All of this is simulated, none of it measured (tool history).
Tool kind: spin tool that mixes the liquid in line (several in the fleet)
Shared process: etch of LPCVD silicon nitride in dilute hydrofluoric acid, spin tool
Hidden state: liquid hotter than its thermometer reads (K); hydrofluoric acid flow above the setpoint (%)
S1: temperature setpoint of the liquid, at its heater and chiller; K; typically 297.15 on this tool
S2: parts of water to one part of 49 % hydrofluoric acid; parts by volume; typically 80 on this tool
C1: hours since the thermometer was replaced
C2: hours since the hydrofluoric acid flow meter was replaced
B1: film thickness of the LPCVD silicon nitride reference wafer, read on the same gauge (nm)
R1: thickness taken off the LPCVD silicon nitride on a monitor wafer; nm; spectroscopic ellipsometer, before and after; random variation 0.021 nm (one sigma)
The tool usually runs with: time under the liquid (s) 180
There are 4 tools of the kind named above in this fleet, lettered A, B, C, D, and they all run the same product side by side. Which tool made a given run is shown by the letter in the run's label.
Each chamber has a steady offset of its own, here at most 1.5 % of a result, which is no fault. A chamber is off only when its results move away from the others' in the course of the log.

{"run": "1B", "hour": 6.5, "S1": 297.15, "S2": 80, "time under the liquid (s)": 180, "C1": 1692.8, "C2": 202, "B1": 59.992, "R1": 1.1191}
{"run": "2A", "hour": 13.2, "S1": 297.15, "S2": 80, "time under the liquid (s)": 180, "C1": 291.6, "C2": 371.7, "B1": 59.947, "R1": 1.1242}
{"run": "3C", "hour": 19.0, "S1": 297.15, "S2": 80, "time under the liquid (s)": 180, "C1": 1021.8, "C2": 349.6, "B1": 59.992, "R1": 1.1938}
{"run": "4D", "hour": 26.8, "S1": 297.15, "S2": 80, "time under the liquid (s)": 180, "C1": 1177.8, "C2": 118, "B1": 60.008, "R1": 1.1133}
{"run": "5C", "hour": 30.5, "S1": 297.15, "S2": 80, "time under the liquid (s)": 180, "C1": 1033.3, "C2": 361.1, "B1": 60.009, "R1": 1.095}
{"run": "6D", "hour": 37.1, "S1": 297.15, "S2": 80, "time under the liquid (s)": 180, "C1": 1188.1, "C2": 128.3, "B1": 59.989, "R1": 1.0903}
{"run": "7A", "hour": 43.1, "S1": 297.15, "S2": 80, "time under the liquid (s)": 180, "C1": 321.5, "C2": 401.6, "B1": 60.04, "R1": 1.1724}
{"run": "8B", "hour": 46.7, "S1": 297.15, "S2": 80, "time under the liquid (s)": 180, "C1": 1733, "C2": 242.2, "B1": 59.983, "R1": 1.1571}
{"run": "9D", "hour": 54.4, "S1": 297.15, "S2": 80, "time under the liquid (s)": 180, "C1": 1205.4, "C2": 145.6, "B1": 60.032, "R1": 1.1313}
{"run": "10C", "hour": 61.1, "S1": 297.15, "S2": 80, "time under the liquid (s)": 180, "C1": 1063.9, "C2": 391.7, "B1": 59.954, "R1": 1.1388}
{"run": "11A", "hour": 66.6, "S1": 297.15, "S2": 80, "time under the liquid (s)": 180, "C1": 345, "C2": 425.1, "B1": 59.974, "R1": 1.1063}
{"run": "12B", "hour": 74.3, "S1": 297.15, "S2": 80, "time under the liquid (s)": 180, "C1": 1760.6, "C2": 269.8, "B1": 59.995, "R1": 1.1475}
{"run": "13D", "hour": 79.6, "S1": 297.15, "S2": 80, "time under the liquid (s)": 180, "C1": 1230.6, "C2": 170.8, "B1": 60.007, "R1": 1.111}
{"run": "14B", "hour": 85.6, "S1": 297.15, "S2": 80, "time under the liquid (s)": 180, "C1": 1771.9, "C2": 281.1, "B1": 59.983, "R1": 1.1405}
{"run": "15A", "hour": 91.4, "S1": 297.15, "S2": 80, "time under the liquid (s)": 180, "C1": 369.8, "C2": 449.9, "B1": 59.961, "R1": 1.1125}
{"run": "16C", "hour": 98.1, "S1": 297.15, "S2": 80, "time under the liquid (s)": 180, "C1": 1100.9, "C2": 428.7, "B1": 60.011, "R1": 1.2196}
{"run": "17D", "hour": 102.7, "S1": 297.15, "S2": 80, "time under the liquid (s)": 180, "C1": 1253.7, "C2": 193.9, "B1": 59.981, "R1": 1.1632}
{"run": "18C", "hour": 110.0, "S1": 297.15, "S2": 80, "time under the liquid (s)": 180, "C1": 1112.8, "C2": 440.6, "B1": 59.994, "R1": 1.2324}
{"run": "19A", "hour": 117.1, "S1": 297.15, "S2": 80, "time under the liquid (s)": 180, "C1": 395.5, "C2": 475.6, "B1": 59.98, "R1": 1.1533}
{"run": "20B", "hour": 122.5, "S1": 297.15, "S2": 80, "time under the liquid (s)": 180, "C1": 1808.8, "C2": 318, "B1": 59.995, "R1": 1.131}
{"run": "21C", "hour": 127.5, "S1": 297.15, "S2": 80, "time under the liquid (s)": 180, "C1": 1130.3, "C2": 458.1, "B1": 59.985, "R1": 1.2327}
{"run": "22B", "hour": 131.9, "S1": 297.15, "S2": 80, "time under the liquid (s)": 180, "C1": 1818.2, "C2": 327.4, "B1": 59.987, "R1": 1.1063}
{"run": "23A", "hour": 139.9, "S1": 297.15, "S2": 80, "time under the liquid (s)": 180, "C1": 418.3, "C2": 498.4, "B1": 60.003, "R1": 1.1127}
{"run": "24D", "hour": 143.7, "S1": 297.15, "S2": 80, "time under the liquid (s)": 180, "C1": 1294.7, "C2": 234.9, "B1": 59.951, "R1": 1.0932}
{"run": "25B", "hour": 147.8, "S1": 297.15, "S2": 80, "time under the liquid (s)": 180, "C1": 1834.1, "C2": 343.3, "B1": 60.01, "R1": 1.1432}
{"run": "26A", "hour": 154.3, "S1": 297.15, "S2": 80, "time under the liquid (s)": 180, "C1": 432.7, "C2": 512.8, "B1": 60.039, "R1": 1.1483}
{"run": "27D", "hour": 159.3, "S1": 297.15, "S2": 80, "time under the liquid (s)": 180, "C1": 1310.3, "C2": 250.5, "B1": 59.965, "R1": 1.1566}
{"run": "28C", "hour": 163.7, "S1": 293.15, "S2": 95, "time under the liquid (s)": 180, "C1": 1166.5, "C2": 494.3, "B1": 60.016, "R1": 0.80711}

Predict what each chamber gives when all 4 of them run the settings below next.
{"run": "29A", "hour": 169.6, "S1": 301.15, "S2": 80, "time under the liquid (s)": 180, "R1": "?"}
{"run": "29B", "hour": 169.6, "S1": 301.15, "S2": 80, "time under the liquid (s)": 180, "R1": "?"}
{"run": "29C", "hour": 169.6, "S1": 301.15, "S2": 80, "time under the liquid (s)": 180, "R1": "?"}
{"run": "29D", "hour": 169.6, "S1": 301.15, "S2": 80, "time under the liquid (s)": 180, "R1": "?"}

run=29A R1=1.4873
run=29B R1=1.4923
run=29C R1=1.6504
run=29D R1=1.5163
